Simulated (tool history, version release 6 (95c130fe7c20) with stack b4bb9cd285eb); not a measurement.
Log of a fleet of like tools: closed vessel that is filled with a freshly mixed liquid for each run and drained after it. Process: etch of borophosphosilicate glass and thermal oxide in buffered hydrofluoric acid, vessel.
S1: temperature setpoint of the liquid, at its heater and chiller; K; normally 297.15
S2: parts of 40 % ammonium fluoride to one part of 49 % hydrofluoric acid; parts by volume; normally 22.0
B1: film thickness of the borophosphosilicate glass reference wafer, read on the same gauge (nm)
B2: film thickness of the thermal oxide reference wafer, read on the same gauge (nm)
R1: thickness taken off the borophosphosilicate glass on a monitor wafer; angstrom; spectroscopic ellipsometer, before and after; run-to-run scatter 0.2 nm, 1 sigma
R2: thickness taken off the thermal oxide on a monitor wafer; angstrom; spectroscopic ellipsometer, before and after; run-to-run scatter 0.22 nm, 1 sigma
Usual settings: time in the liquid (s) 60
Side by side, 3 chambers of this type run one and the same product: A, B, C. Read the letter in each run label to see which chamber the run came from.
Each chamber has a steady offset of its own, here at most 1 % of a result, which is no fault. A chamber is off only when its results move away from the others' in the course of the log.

Run 1C, hour 5.5: usual settings; B1 30.013; B2 150.06. Result: R1 542.68 angstrom, R2 322.79 angstrom.
Run 2B, hour 11.3: usual settings; B1 30.035; B2 150.01. Result: R1 546.22 angstrom, R2 315.55 angstrom.
Run 3A, hour 16.6: usual settings; B1 30.000; B2 149.99. Result: R1 547.77 angstrom, R2 317.92 angstrom.
Run 4B, hour 22.0: usual settings; B1 29.999; B2 150.00. Result: R1 545.04 angstrom, R2 321.03 angstrom.
Run 5A, hour 28.0: usual settings; B1 29.970; B2 149.98. Result: R1 547.53 angstrom, R2 324.44 angstrom.
Run 6C, hour 33.1: usual settings; B1 30.014; B2 150.07. Result: R1 544.78 angstrom, R2 324.84 angstrom.
Run 7C, hour 38.3: usual settings; B1 29.995; B2 150.00. Result: R1 546.16 angstrom, R2 324.68 angstrom.
Run 8B, hour 42.2: usual settings; B1 29.968; B2 149.97. Result: R1 548.82 angstrom, R2 321.40 angstrom.
Run 9A, hour 47.6: usual settings; B1 30.006; B2 150.03. Result: R1 548.95 angstrom, R2 318.54 angstrom.
Run 10C, hour 52.5: usual settings; B1 30.029; B2 149.98. Result: R1 543.10 angstrom, R2 322.54 angstrom.
Run 11B, hour 58.5: usual settings; B1 30.016; B2 150.03. Result: R1 547.70 angstrom, R2 319.96 angstrom.
Run 12A, hour 63.8: usual settings; B1 30.000; B2 150.04. Result: R1 548.42 angstrom, R2 322.62 angstrom.
Run 13A, hour 69.5: usual settings but S2 28.5 parts by volume; B1 30.023; B2 149.97. Result: R1 458.70 angstrom, R2 272.85 angstrom.
Run 14C, hour 73.6: usual settings but S2 28.5 parts by volume; B1 30.009; B2 150.00. Result: R1 453.77 angstrom, R2 270.22 angstrom.
Run 15B, hour 77.4: usual settings but S2 28.5 parts by volume; B1 30.006; B2 150.04. Result: R1 460.81 angstrom, R2 264.45 angstrom.
Run 16B, hour 81.0: usual settings; B1 30.019; B2 150.03. Result: R1 549.50 angstrom, R2 319.77 angstrom.
Run 17C, hour 83.8: usual settings but S2 16.5 parts by volume; B1 29.976; B2 149.98. Result: R1 704.84 angstrom, R2 423.99 angstrom.
Run 18A, hour 87.3: usual settings but S2 16.5 parts by volume; B1 30.009; B2 150.01. Result: R1 709.83 angstrom, R2 415.88 angstrom.
Run 19B, hour 90.5: usual settings but S2 16.5 parts by volume; B1 30.030; B2 149.97. Result: R1 713.19 angstrom, R2 412.82 angstrom.
Run 20A, hour 94.3: usual settings; B1 30.033; B2 150.03. Result: R1 549.84 angstrom, R2 321.99 angstrom.
Run 21C, hour 100.0: usual settings but S1 293.65 K, time in the liquid (s) 35; B1 30.001; B2 149.99. Result: R1 261.54 angstrom, R2 154.50 angstrom.
Run 22A, hour 104.1: usual settings but S1 293.65 K, time in the liquid (s) 35; B1 29.982; B2 150.00. Result: R1 265.13 angstrom, R2 155.38 angstrom.
Run 23C, hour 108.2: usual settings but S1 293.65 K, time in the liquid (s) 35; B1 30.005; B2 150.05. Result: R1 260.99 angstrom, R2 153.61 angstrom.
Run 24B, hour 114.4: usual settings; B1 29.987; B2 149.96. Result: R1 544.66 angstrom, R2 319.04 angstrom.
Run 25A, hour 118.7: usual settings; B1 30.003; B2 150.01. Result: R1 550.44 angstrom, R2 322.02 angstrom.
Run 26C, hour 124.3: usual settings but time in the liquid (s) 80; B1 30.005; B2 149.94. Result: R1 723.28 angstrom, R2 431.93 angstrom.
Run 27B, hour 128.9: usual settings but time in the liquid (s) 80; B1 29.992; B2 150.00. Result: R1 733.29 angstrom, R2 418.97 angstrom.
Run 28A, hour 132.5: usual settings but time in the liquid (s) 80; B1 30.002; B2 150.03. Result: R1 737.62 angstrom, R2 430.64 angstrom.
Run 29B, hour 138.6: usual settings; B1 30.000; B2 150.00. Result: R1 550.66 angstrom, R2 321.36 angstrom.
Run 30C, hour 144.8: usual settings; B1 30.001; B2 149.94. Result: R1 543.49 angstrom, R2 326.62 angstrom.
Run 31C, hour 149.9: usual settings but S2 30.0 parts by volume; B1 29.981; B2 150.01. Result: R1 441.12 angstrom, R2 262.33 angstrom.
Run 32B, hour 152.9: usual settings but S2 30.0 parts by volume; B1 29.977; B2 150.02. Result: R1 443.60 angstrom, R2 256.66 angstrom.
Run 33A, hour 158.9: usual settings but S2 30.0 parts by volume; B1 29.999; B2 149.97. Result: R1 444.12 angstrom, R2 257.81 angstrom.
Run 34B, hour 164.2: usual settings; B1 29.999; B2 150.00. Result: R1 547.76 angstrom, R2 320.20 angstrom.
Run 35A, hour 168.5: usual settings; B1 30.002; B2 150.01. Result: R1 549.95 angstrom, R2 322.84 angstrom.
Run 36C, hour 172.6: usual settings; B1 30.032; B2 150.02. Result: R1 543.16 angstrom, R2 319.37 angstrom.
Run 37B, hour 177.1: usual settings; B1 30.016; B2 150.02. Result: R1 546.07 angstrom, R2 320.29 angstrom.
Run 38C, hour 180.6: usual settings but S2 19.0 parts by volume; B1 30.006; B2 150.04. Result: R1 608.43 angstrom, R2 358.76 angstrom.
Run 39A, hour 183.9: usual settings but S2 19.0 parts by volume; B1 29.997; B2 150.08. Result: R1 617.81 angstrom, R2 362.80 angstrom.
Run 40B, hour 186.7: usual settings but S2 19.0 parts by volume; B1 30.004; B2 150.02. Result: R1 619.63 angstrom, R2 360.22 angstrom.
Run 41C, hour 189.4: usual settings; B1 29.966; B2 150.00. Result: R1 544.85 angstrom, R2 321.49 angstrom.
Run 42A, hour 194.2: usual settings; B1 30.018; B2 150.00. Result: R1 546.63 angstrom, R2 322.35 angstrom.

Read the log: is a single chamber off, either drifting away or since a service, is the gauge that measures every chamber drifting, or is nothing wrong beyond small per-chamber offsets? Name any odd chamber and what most likely caused it.

Nothing is wrong: each chamber keeps only its own small, steady offset and the gauge holds still.
